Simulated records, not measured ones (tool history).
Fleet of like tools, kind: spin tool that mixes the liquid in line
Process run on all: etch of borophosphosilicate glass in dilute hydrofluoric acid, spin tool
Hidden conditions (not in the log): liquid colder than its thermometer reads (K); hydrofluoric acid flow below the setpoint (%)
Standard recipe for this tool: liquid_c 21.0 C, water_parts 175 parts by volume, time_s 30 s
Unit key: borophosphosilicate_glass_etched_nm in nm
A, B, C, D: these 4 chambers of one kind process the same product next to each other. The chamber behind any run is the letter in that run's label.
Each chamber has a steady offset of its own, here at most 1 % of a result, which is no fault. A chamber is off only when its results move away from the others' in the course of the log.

run   hour  liquid_c  water_parts  time_s  hours since the thermometer was replaced  hours since the hydrofluoric acid flow meter was replaced  read-back film thickness of the borophosphosilicate glass reference wafer, read on the same gauge (nm)  borophosphosilicate_glass_etched_nm
 1D    3.5      21.0          175      30                                    1543.7                                                     1854.4                                                                                                  110.02                               5.7360
 2A    7.9      21.0          175      30                                    2135.3                                                     1894.9                                                                                                  109.98                               5.8183
 3C   10.9      21.0          175      30                                     177.1                                                      684.1                                                                                                  110.01                               5.8638
 4B   14.0      21.0          175      30                                     418.4                                                      515.5                                                                                                  110.01                               5.7760
 5A   17.2      21.0          175      30                                    2144.6                                                     1904.2                                                                                                  109.97                               5.8243
 6C   20.6      21.0          175      30                                     186.8                                                      693.8                                                                                                  110.00                               5.8287
 7D   25.0      21.0          175      15                                    1565.2                                                     1875.9                                                                                                  110.03                               2.9090
 8B   27.6      21.0          175      15                                     432.0                                                      529.1                                                                                                  110.05                               2.9048
 9C   32.6      21.0          175      15                                     198.8                                                      705.8                                                                                                  109.99                               2.9077
10B   37.5      21.0          175      15                                     441.9                                                      539.0                                                                                                  109.97                               2.8827
11D   43.0      21.0          175      30                                    1583.2                                                     1893.9                                                                                                  110.03                               5.6964
12A   48.5      21.0          175      50                                    2175.9                                                     1935.5                                                                                                  110.00                               9.7543
13C   52.7      21.0          175      50                                     218.9                                                      725.9                                                                                                  110.00                               9.6729
14B   56.9      21.0          175      50                                     461.3                                                      558.4                                                                                                  109.98                               9.6301
15D   60.2      21.0          175      50                                    1600.4                                                     1911.1                                                                                                  110.00                               9.3150
16A   64.0      21.0          175      30                                    2191.4                                                     1951.0                                                                                                  109.99                               5.7335
17C   69.1      21.0          175      30                                     235.3                                                      742.3                                                                                                  110.03                               5.8356
18A   72.2      21.0          175      30                                    2199.6                                                     1959.2                                                                                                  110.01                               5.7924
19B   76.5      21.0          175      30                                     480.9                                                      578.0                                                                                                  110.01                               5.8677
20D   80.6      21.0          175      30                                    1620.8                                                     1931.5                                                                                                  110.00                               5.5104
21A   85.1      21.0          175      30                                    2212.5                                                     1972.1                                                                                                  110.01                               5.7602
22C   87.8      21.0          175      30                                     254.0                                                      761.0                                                                                                  110.00                               5.8942
23B   92.5      21.0          175      30                                     496.9                                                      594.0                                                                                                  110.01                               5.7240
24D   95.8      21.0          175      30                                    1636.0                                                     1946.7                                                                                                  109.99                               5.5136
25C   99.9      21.0          175      30                                     266.1                                                      773.1                                                                                                  110.01                               5.9210
26A  103.5      23.5          175      15                                    2230.9                                                     1990.5                                                                                                  109.96                               3.2039
27D  107.5      23.5          175      15                                    1647.7                                                     1958.4                                                                                                  110.00                               3.0139
28B  111.7      23.5          175      15                                     516.1                                                      613.2                                                                                                  109.99                               3.1596
29A  115.2      23.5          175      15                                    2242.6                                                     2002.2                                                                                                  110.00                               3.1497
30D  118.5      23.5          175      15                                    1658.7                                                     1969.4                                                                                                  110.01                               3.0271
31B  121.3      23.5          175      15                                     525.7                                                      622.8                                                                                                  110.00                               3.1559
32C  125.9      23.5          175      15                                     292.1                                                      799.1                                                                                                  110.01                               3.2640
33B  131.4      23.5          175      15                                     535.8                                                      632.9                                                                                                  110.02                               3.1865
34C  137.1      18.0          175      20                                     303.3                                                      810.3                                                                                                  109.99                               3.3814

Does one chamber stand apart from the rest, does the shared gauge drift, or is all well apart from small per-chamber offsets? Give the chamber and the most likely cause, where there is one.

Chamber D drifts away from the others.
Cause: liquid colder than its thermometer reads (K) = 2.15.
Not necessarily distinguishable in this log from: hydrofluoric acid flow below the setpoint (%).

Below are 4 candidate recipes for chamber D's next run, each the usual settings with a change, their results shown as question marks. Which of them brings D's results back in line with what the other chambers give on the usual settings?
In line here means within this much of the mean the other chambers give on the usual settings: borophosphosilicate_glass_etched_nm 0.1800 nm
35D-1  141.1      22.0          175      30                                                                                                                                                                                                                                                 ?
35D-2  141.1      19.0          175      30                                                                                                                                                                                                                                                 ?
35D-3  141.1      21.0          180      30                                                                                                                                                                                                                                                 ?
35D-4  141.1      23.0          175      30                                                                                                                                                                                                                                                 ?

Average result of the remaining chambers running the usual settings: borophosphosilicate_glass_etched_nm 5.8102 nm
  run  borophosphosilicate_glass_etched_nm
35D-1                               5.5420
35D-2                               4.9074
35D-3                               5.1526
35D-4                               5.7649
35D-4 puts the chamber back in line with the other chambers.
